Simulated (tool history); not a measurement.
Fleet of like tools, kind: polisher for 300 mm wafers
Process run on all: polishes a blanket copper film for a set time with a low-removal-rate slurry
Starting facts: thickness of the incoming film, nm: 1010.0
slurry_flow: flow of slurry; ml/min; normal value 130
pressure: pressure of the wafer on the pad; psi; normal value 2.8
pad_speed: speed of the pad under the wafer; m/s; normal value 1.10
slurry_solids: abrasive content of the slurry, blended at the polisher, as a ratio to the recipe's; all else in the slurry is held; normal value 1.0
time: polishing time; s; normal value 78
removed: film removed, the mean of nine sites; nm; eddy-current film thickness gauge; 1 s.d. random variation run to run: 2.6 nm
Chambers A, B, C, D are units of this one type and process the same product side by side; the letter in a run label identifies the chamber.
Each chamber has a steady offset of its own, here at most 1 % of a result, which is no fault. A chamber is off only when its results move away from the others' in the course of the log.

{"run": "1A", "hour": 7.3, "slurry_flow": 130, "pressure": 2.8, "pad_speed": 1.1, "slurry_solids": 1.0, "time": 78, "removed": 223.66}
{"run": "2D", "hour": 11.3, "slurry_flow": 130, "pressure": 2.8, "pad_speed": 1.1, "slurry_solids": 1.0, "time": 78, "removed": 222.58}
{"run": "3C", "hour": 18.5, "slurry_flow": 130, "pressure": 2.8, "pad_speed": 1.1, "slurry_solids": 1.0, "time": 78, "removed": 222.64}
{"hour": 21.4, "done": "chamber A: slurry blender recalibrated"}
{"hour": 21.8, "done": "chamber A: worn pad replaced by a new one"}
{"run": "4B", "hour": 23.4, "slurry_flow": 130, "pressure": 2.8, "pad_speed": 1.1, "slurry_solids": 1.0, "time": 78, "removed": 221.93}
{"run": "5B", "hour": 29.0, "slurry_flow": 130, "pressure": 2.8, "pad_speed": 0.74, "slurry_solids": 1.0, "time": 78, "removed": 148.16}
{"run": "6C", "hour": 37.0, "slurry_flow": 130, "pressure": 2.8, "pad_speed": 0.74, "slurry_solids": 1.0, "time": 78, "removed": 149.69}
{"run": "7D", "hour": 42.2, "slurry_flow": 130, "pressure": 2.8, "pad_speed": 0.74, "slurry_solids": 1.0, "time": 78, "removed": 152.65}
{"run": "8A", "hour": 49.0, "slurry_flow": 130, "pressure": 2.8, "pad_speed": 0.74, "slurry_solids": 1.0, "time": 78, "removed": 149.28}
{"run": "9C", "hour": 54.3, "slurry_flow": 130, "pressure": 2.8, "pad_speed": 1.1, "slurry_solids": 1.0, "time": 78, "removed": 219.26}
{"run": "10B", "hour": 60.9, "slurry_flow": 130, "pressure": 2.8, "pad_speed": 0.84, "slurry_solids": 1.0, "time": 78, "removed": 172.16}
{"run": "11A", "hour": 66.9, "slurry_flow": 130, "pressure": 2.8, "pad_speed": 0.84, "slurry_solids": 1.0, "time": 78, "removed": 169.74}
{"hour": 71.5, "done": "chamber D: worn pad replaced by a new one"}
{"run": "12D", "hour": 72.7, "slurry_flow": 130, "pressure": 2.8, "pad_speed": 0.84, "slurry_solids": 1.0, "time": 78, "removed": 170.19}
{"hour": 75.0, "done": "chamber B: slurry blender recalibrated"}
{"hour": 78.5, "done": "chamber B: worn pad replaced by a new one"}
{"hour": 79.5, "done": "chamber A: worn pad replaced by a new one"}
{"run": "13A", "hour": 80.8, "slurry_flow": 130, "pressure": 2.8, "pad_speed": 0.84, "slurry_solids": 1.0, "time": 78, "removed": 168.38}
{"run": "14B", "hour": 87.6, "slurry_flow": 130, "pressure": 2.8, "pad_speed": 1.1, "slurry_solids": 1.0, "time": 78, "removed": 219.19}
{"run": "15D", "hour": 94.4, "slurry_flow": 130, "pressure": 2.8, "pad_speed": 1.1, "slurry_solids": 1.0, "time": 78, "removed": 219.55}
{"run": "16C", "hour": 101.2, "slurry_flow": 130, "pressure": 2.8, "pad_speed": 1.1, "slurry_solids": 1.0, "time": 78, "removed": 213.01}
{"run": "17C", "hour": 105.7, "slurry_flow": 165, "pressure": 2.8, "pad_speed": 1.1, "slurry_solids": 1.0, "time": 78, "removed": 220.02}
{"run": "18D", "hour": 111.4, "slurry_flow": 165, "pressure": 2.8, "pad_speed": 1.1, "slurry_solids": 1.0, "time": 78, "removed": 228.65}
{"run": "19A", "hour": 119.5, "slurry_flow": 165, "pressure": 2.8, "pad_speed": 1.1, "slurry_solids": 1.0, "time": 78, "removed": 230.43}
{"run": "20B", "hour": 125.4, "slurry_flow": 165, "pressure": 2.8, "pad_speed": 1.1, "slurry_solids": 1.0, "time": 78, "removed": 231.97}
{"run": "21A", "hour": 129.0, "slurry_flow": 130, "pressure": 2.8, "pad_speed": 1.1, "slurry_solids": 1.0, "time": 78, "removed": 220.19}
{"hour": 133.0, "done": "chamber A: worn pad replaced by a new one"}
{"run": "22D", "hour": 137.3, "slurry_flow": 130, "pressure": 2.8, "pad_speed": 1.1, "slurry_solids": 1.0, "time": 78, "removed": 217.26}
{"run": "23B", "hour": 141.5, "slurry_flow": 130, "pressure": 2.8, "pad_speed": 1.1, "slurry_solids": 1.0, "time": 78, "removed": 222.33}
{"run": "24C", "hour": 148.4, "slurry_flow": 130, "pressure": 2.8, "pad_speed": 1.1, "slurry_solids": 1.0, "time": 78, "removed": 208.69}
{"run": "25A", "hour": 154.0, "slurry_flow": 130, "pressure": 2.8, "pad_speed": 1.1, "slurry_solids": 1.0, "time": 78, "removed": 221.42}
{"hour": 154.5, "done": "chamber B: worn pad replaced by a new one"}
{"run": "26D", "hour": 159.0, "slurry_flow": 130, "pressure": 2.8, "pad_speed": 1.1, "slurry_solids": 1.0, "time": 78, "removed": 220.09}
{"run": "27B", "hour": 166.3, "slurry_flow": 130, "pressure": 2.8, "pad_speed": 1.1, "slurry_solids": 0.9, "time": 92, "removed": 250.52}
{"run": "28C", "hour": 173.2, "slurry_flow": 130, "pressure": 2.8, "pad_speed": 1.1, "slurry_solids": 0.9, "time": 92, "removed": 237.86}
{"run": "29C", "hour": 178.1, "slurry_flow": 130, "pressure": 2.8, "pad_speed": 1.1, "slurry_solids": 0.9, "time": 92, "removed": 228.39}
{"run": "30B", "hour": 183.1, "slurry_flow": 130, "pressure": 2.8, "pad_speed": 1.1, "slurry_solids": 0.9, "time": 92, "removed": 252.86}
{"hour": 183.7, "done": "chamber A: worn pad replaced by a new one"}
{"run": "31D", "hour": 190.7, "slurry_flow": 130, "pressure": 2.8, "pad_speed": 1.1, "slurry_solids": 1.0, "time": 78, "removed": 215.87}
{"hour": 194.0, "done": "chamber A: slurry blender recalibrated"}
{"run": "32A", "hour": 197.3, "slurry_flow": 130, "pressure": 2.8, "pad_speed": 1.1, "slurry_solids": 1.0, "time": 78, "removed": 215.63}
{"hour": 199.8, "done": "chamber D: worn pad replaced by a new one"}
{"run": "33C", "hour": 204.9, "slurry_flow": 130, "pressure": 2.8, "pad_speed": 1.1, "slurry_solids": 1.0, "time": 78, "removed": 197.45}
{"hour": 209.1, "done": "chamber D: slurry blender recalibrated"}
{"run": "34D", "hour": 213.2, "slurry_flow": 130, "pressure": 2.8, "pad_speed": 1.1, "slurry_solids": 1.0, "time": 78, "removed": 220.31}
{"run": "35A", "hour": 218.9, "slurry_flow": 130, "pressure": 2.8, "pad_speed": 1.1, "slurry_solids": 1.0, "time": 78, "removed": 225.5}
{"run": "36B", "hour": 225.8, "slurry_flow": 130, "pressure": 2.8, "pad_speed": 1.1, "slurry_solids": 1.0, "time": 78, "removed": 223.31}
{"run": "37C", "hour": 232.2, "slurry_flow": 130, "pressure": 2.8, "pad_speed": 1.1, "slurry_solids": 1.0, "time": 78, "removed": 202.7}
{"run": "38D", "hour": 237.6, "slurry_flow": 130, "pressure": 2.8, "pad_speed": 1.1, "slurry_solids": 1.0, "time": 78, "removed": 221.44}
{"hour": 244.1, "done": "chamber A: worn pad replaced by a new one"}
{"run": "39A", "hour": 244.3, "slurry_flow": 130, "pressure": 2.8, "pad_speed": 1.1, "slurry_solids": 1.0, "time": 78, "removed": 220.95}
{"hour": 245.4, "done": "chamber B: worn pad replaced by a new one"}
{"run": "40B", "hour": 249.1, "slurry_flow": 130, "pressure": 2.8, "pad_speed": 1.1, "slurry_solids": 1.0, "time": 78, "removed": 222.39}
{"run": "41D", "hour": 255.4, "slurry_flow": 130, "pressure": 2.8, "pad_speed": 1.1, "slurry_solids": 1.0, "time": 59, "removed": 165.43}

All 4 chambers run these settings next. Forecast each chamber's results:
{"run": "42A", "hour": 261.4, "slurry_flow": 130, "pressure": 2.8, "pad_speed": 1.1, "slurry_solids": 1.0, "time": 78, "removed": "?"}
{"run": "42B", "hour": 261.4, "slurry_flow": 130, "pressure": 2.8, "pad_speed": 1.1, "slurry_solids": 1.0, "time": 78, "removed": "?"}
{"run": "42C", "hour": 261.4, "slurry_flow": 130, "pressure": 2.8, "pad_speed": 1.1, "slurry_solids": 1.0, "time": 78, "removed": "?"}
{"run": "42D", "hour": 261.4, "slurry_flow": 130, "pressure": 2.8, "pad_speed": 1.1, "slurry_solids": 1.0, "time": 78, "removed": "?"}

run=42A removed=220.85
run=42B removed=221.26
run=42C removed=192.31
run=42D removed=219.96
